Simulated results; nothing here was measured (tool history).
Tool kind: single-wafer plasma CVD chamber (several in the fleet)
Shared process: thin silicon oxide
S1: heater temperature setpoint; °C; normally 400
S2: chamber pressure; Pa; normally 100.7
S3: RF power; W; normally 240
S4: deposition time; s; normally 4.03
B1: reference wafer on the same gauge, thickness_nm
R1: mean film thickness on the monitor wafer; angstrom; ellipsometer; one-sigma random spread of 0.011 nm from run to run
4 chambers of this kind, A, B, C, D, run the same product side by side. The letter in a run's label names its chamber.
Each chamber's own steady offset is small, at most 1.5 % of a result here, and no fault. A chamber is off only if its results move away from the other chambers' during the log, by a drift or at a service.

{"run": "1A", "hour": 7.1, "S1": 400, "S2": 100.7, "S3": 240, "S4": 4.03, "B1": 5.3889, "R1": 64.308}
{"run": "2B", "hour": 17.7, "S1": 400, "S2": 100.7, "S3": 240, "S4": 4.03, "B1": 5.3911, "R1": 63.826}
{"run": "3D", "hour": 26.0, "S1": 400, "S2": 100.7, "S3": 240, "S4": 4.03, "B1": 5.3949, "R1": 64.152}
{"run": "4C", "hour": 32.1, "S1": 400, "S2": 100.7, "S3": 240, "S4": 4.03, "B1": 5.3924, "R1": 62.998}
{"run": "5D", "hour": 42.4, "S1": 400, "S2": 100.7, "S3": 240, "S4": 4.03, "B1": 5.3921, "R1": 63.997}
{"run": "6B", "hour": 52.7, "S1": 400, "S2": 100.7, "S3": 240, "S4": 4.03, "B1": 5.3939, "R1": 63.875}
{"run": "7C", "hour": 59.5, "S1": 400, "S2": 100.7, "S3": 240, "S4": 4.03, "B1": 5.3967, "R1": 63.385}
{"hour": 63.3, "done": "chamber C: RF generator calibrated"}
{"run": "8A", "hour": 67.4, "S1": 400, "S2": 100.7, "S3": 240, "S4": 4.03, "B1": 5.3984, "R1": 64.206}
{"run": "9C", "hour": 79.9, "S1": 400, "S2": 100.7, "S3": 240, "S4": 4.03, "B1": 5.3969, "R1": 63.267}
{"run": "10D", "hour": 88.2, "S1": 400, "S2": 100.7, "S3": 240, "S4": 4.03, "B1": 5.3977, "R1": 64.17}
{"run": "11A", "hour": 94.6, "S1": 400, "S2": 100.7, "S3": 240, "S4": 4.03, "B1": 5.3987, "R1": 64.339}
{"run": "12B", "hour": 100.1, "S1": 400, "S2": 100.7, "S3": 240, "S4": 4.03, "B1": 5.3988, "R1": 63.841}
{"hour": 108.5, "done": "chamber D: thermocouple changed; heater temperature recalibrated"}
{"run": "13C", "hour": 111.7, "S1": 400, "S2": 100.7, "S3": 240, "S4": 4.03, "B1": 5.402, "R1": 63.319}
{"run": "14B", "hour": 123.7, "S1": 400, "S2": 100.7, "S3": 240, "S4": 4.03, "B1": 5.4019, "R1": 63.897}
{"run": "15D", "hour": 135.9, "S1": 400, "S2": 100.7, "S3": 240, "S4": 4.03, "B1": 5.4025, "R1": 64.286}
{"run": "16A", "hour": 142.8, "S1": 391, "S2": 100.7, "S3": 240, "S4": 4.03, "B1": 5.4056, "R1": 64.786}
{"run": "17B", "hour": 152.6, "S1": 391, "S2": 100.7, "S3": 240, "S4": 4.03, "B1": 5.404, "R1": 64.479}
{"run": "18D", "hour": 163.5, "S1": 391, "S2": 100.7, "S3": 240, "S4": 4.03, "B1": 5.4059, "R1": 64.597}
{"run": "19A", "hour": 174.5, "S1": 391, "S2": 100.7, "S3": 240, "S4": 4.03, "B1": 5.4057, "R1": 64.886}
{"run": "20C", "hour": 183.5, "S1": 400, "S2": 100.7, "S3": 240, "S4": 4.03, "B1": 5.4067, "R1": 63.41}
{"run": "21B", "hour": 189.7, "S1": 400, "S2": 100.7, "S3": 240, "S4": 4.03, "B1": 5.4059, "R1": 63.92}
{"hour": 200.5, "done": "chamber C: capacitance manometer re-zeroed and calibrated"}
{"run": "22A", "hour": 201.6, "S1": 400, "S2": 100.7, "S3": 240, "S4": 4.03, "B1": 5.4086, "R1": 64.559}
{"run": "23D", "hour": 213.0, "S1": 400, "S2": 100.7, "S3": 240, "S4": 4.03, "B1": 5.4111, "R1": 64.188}
{"run": "24C", "hour": 220.5, "S1": 400, "S2": 100.7, "S3": 240, "S4": 4.03, "B1": 5.4114, "R1": 63.495}
{"run": "25C", "hour": 227.9, "S1": 400, "S2": 100.7, "S3": 240, "S4": 4.03, "B1": 5.4099, "R1": 63.566}
{"run": "26D", "hour": 233.5, "S1": 400, "S2": 100.7, "S3": 240, "S4": 4.03, "B1": 5.4109, "R1": 64.173}
{"run": "27A", "hour": 241.6, "S1": 400, "S2": 100.7, "S3": 240, "S4": 4.03, "B1": 5.4142, "R1": 64.513}
{"hour": 252.0, "done": "chamber B: capacitance manometer re-zeroed and calibrated"}
{"run": "28B", "hour": 253.1, "S1": 400, "S2": 115.2, "S3": 240, "S4": 4.03, "B1": 5.4108, "R1": 72.58}
{"run": "29D", "hour": 263.3, "S1": 400, "S2": 115.2, "S3": 240, "S4": 4.03, "B1": 5.4142, "R1": 72.655}
{"run": "30C", "hour": 270.5, "S1": 400, "S2": 115.2, "S3": 240, "S4": 4.03, "B1": 5.4149, "R1": 71.818}
{"run": "31B", "hour": 280.2, "S1": 400, "S2": 115.2, "S3": 240, "S4": 4.03, "B1": 5.4169, "R1": 72.568}
{"run": "32A", "hour": 287.9, "S1": 400, "S2": 100.7, "S3": 240, "S4": 4.03, "B1": 5.417, "R1": 64.623}
{"run": "33A", "hour": 293.9, "S1": 400, "S2": 100.7, "S3": 240, "S4": 4.03, "B1": 5.4193, "R1": 64.66}
{"run": "34C", "hour": 299.9, "S1": 400, "S2": 100.7, "S3": 240, "S4": 4.03, "B1": 5.4164, "R1": 63.539}
{"run": "35B", "hour": 306.4, "S1": 400, "S2": 100.7, "S3": 240, "S4": 4.03, "B1": 5.4208, "R1": 64.141}
{"run": "36D", "hour": 317.3, "S1": 400, "S2": 100.7, "S3": 240, "S4": 4.03, "B1": 5.4206, "R1": 64.396}
{"run": "37B", "hour": 324.3, "S1": 400, "S2": 100.7, "S3": 240, "S4": 4.03, "B1": 5.421, "R1": 64.24}
{"run": "38A", "hour": 333.0, "S1": 400, "S2": 100.7, "S3": 240, "S4": 4.03, "B1": 5.4199, "R1": 64.799}
{"run": "39D", "hour": 344.2, "S1": 400, "S2": 100.7, "S3": 240, "S4": 4.03, "B1": 5.4215, "R1": 64.327}
{"run": "40C", "hour": 350.4, "S1": 400, "S2": 100.7, "S3": 240, "S4": 4.03, "B1": 5.4215, "R1": 63.678}
{"run": "41C", "hour": 362.5, "S1": 400, "S2": 100.7, "S3": 240, "S4": 4.03, "B1": 5.4249, "R1": 63.633}
{"run": "42B", "hour": 368.9, "S1": 400, "S2": 92.7, "S3": 195, "S4": 4.03, "B1": 5.4243, "R1": 53.42}
{"run": "43A", "hour": 379.1, "S1": 400, "S2": 92.7, "S3": 195, "S4": 4.03, "B1": 5.4232, "R1": 53.855}
{"run": "44D", "hour": 390.5, "S1": 400, "S2": 92.7, "S3": 195, "S4": 4.03, "B1": 5.4272, "R1": 53.301}

Has any chamber moved away from the others, gradually or after a service, or does the common gauge drift, or do the chambers differ only by their own small steady offsets? State the chamber and the most likely cause if one applies.

The gauge drifts, so all chambers seem to drift together. No chamber is off.
What lies behind it: gauge reads high (%) = 0.691.
